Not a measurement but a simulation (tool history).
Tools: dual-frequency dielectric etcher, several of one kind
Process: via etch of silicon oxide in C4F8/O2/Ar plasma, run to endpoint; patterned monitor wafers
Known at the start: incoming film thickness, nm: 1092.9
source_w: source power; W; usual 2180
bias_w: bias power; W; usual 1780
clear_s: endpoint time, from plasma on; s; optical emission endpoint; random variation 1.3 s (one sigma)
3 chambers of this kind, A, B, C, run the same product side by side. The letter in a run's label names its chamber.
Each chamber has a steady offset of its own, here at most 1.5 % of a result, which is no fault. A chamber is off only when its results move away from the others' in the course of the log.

| run | hour | source_w | bias_w | clear_s |
|---|---|---|---|---|
| 1A | 6.4 | 2180 | 1780 | 213.62 |
| 2B | 13.1 | 2180 | 1780 | 219.79 |
| 3C | 18.3 | 2180 | 1780 | 215.39 |
| 4A | 24.1 | 2180 | 1780 | 212.79 |
| 5B | 32.0 | 2180 | 1780 | 220.09 |
| 6C | 39.0 | 2180 | 1780 | 216.95 |
|  | 45.6 | chamber B: wet clean of the chamber |
| 7B | 50.2 | 2180 | 1780 | 215.55 |
|  | 54.6 | chamber C: bias power generator calibrated |
| 8A | 60.5 | 2180 | 1780 | 212.76 |
| 9C | 69.6 | 2180 | 1780 | 216.76 |
| 10C | 79.9 | 2180 | 1780 | 217.39 |
| 11B | 89.4 | 2180 | 1780 | 216.78 |
| 12A | 95.5 | 2180 | 1780 | 213.81 |
| 13C | 101.3 | 2180 | 1780 | 214.81 |
| 14B | 110.2 | 2180 | 1972 | 213.32 |
| 15A | 121.7 | 2180 | 1972 | 207.25 |
| 16B | 128.6 | 2180 | 1972 | 213.01 |
| 17A | 134.7 | 2180 | 1780 | 214.27 |
| 18C | 143.7 | 2180 | 1780 | 216.35 |
| 19C | 154.9 | 2180 | 1780 | 216.21 |
| 20A | 163.8 | 2180 | 1516 | 223.58 |
| 21B | 175.0 | 2180 | 1516 | 227.30 |
| 22B | 182.8 | 2180 | 1516 | 229.03 |
| 23C | 188.6 | 2180 | 1780 | 216.44 |
| 24A | 198.1 | 2180 | 1780 | 213.25 |
| 25B | 207.3 | 2180 | 1780 | 217.66 |
| 26A | 218.7 | 2180 | 1780 | 214.07 |
| 27C | 224.4 | 2350 | 1493 | 217.42 |
| 28C | 229.8 | 2350 | 1493 | 222.08 |
| 29B | 239.3 | 2350 | 1493 | 222.83 |
| 30A | 250.5 | 2180 | 1780 | 214.86 |
| 31B | 256.8 | 1680 | 2109 | 230.93 |
| 32C | 266.1 | 1680 | 2109 | 230.11 |
| 33A | 277.1 | 1680 | 2109 | 226.13 |
|  | 282.5 | chamber A: source power generator calibrated |
| 34B | 284.3 | 2180 | 1584 | 222.58 |
| 35A | 290.9 | 2180 | 1584 | 219.06 |
| 36C | 296.3 | 2180 | 1584 | 224.34 |
| 37B | 301.5 | 2180 | 1780 | 218.29 |
| 38C | 309.3 | 2180 | 1780 | 217.05 |
| 39A | 318.7 | 2180 | 1780 | 212.14 |
| 40A | 330.3 | 2180 | 1780 | 211.82 |
| 41C | 337.4 | 2180 | 1780 | 217.17 |
| 42B | 346.3 | 2180 | 1780 | 220.02 |
| 43C | 354.8 | 2180 | 1780 | 217.17 |

All 3 chambers run these settings next. Forecast each chamber's results:
| 44A | 363.5 | 2180 | 1780 | ? |
| 44B | 363.5 | 2180 | 1780 | ? |
| 44C | 363.5 | 2180 | 1780 | ? |

| run | clear_s |
|---|---|
| 44A | 215.40 |
| 44B | 216.07 |
| 44C | 218.26 |
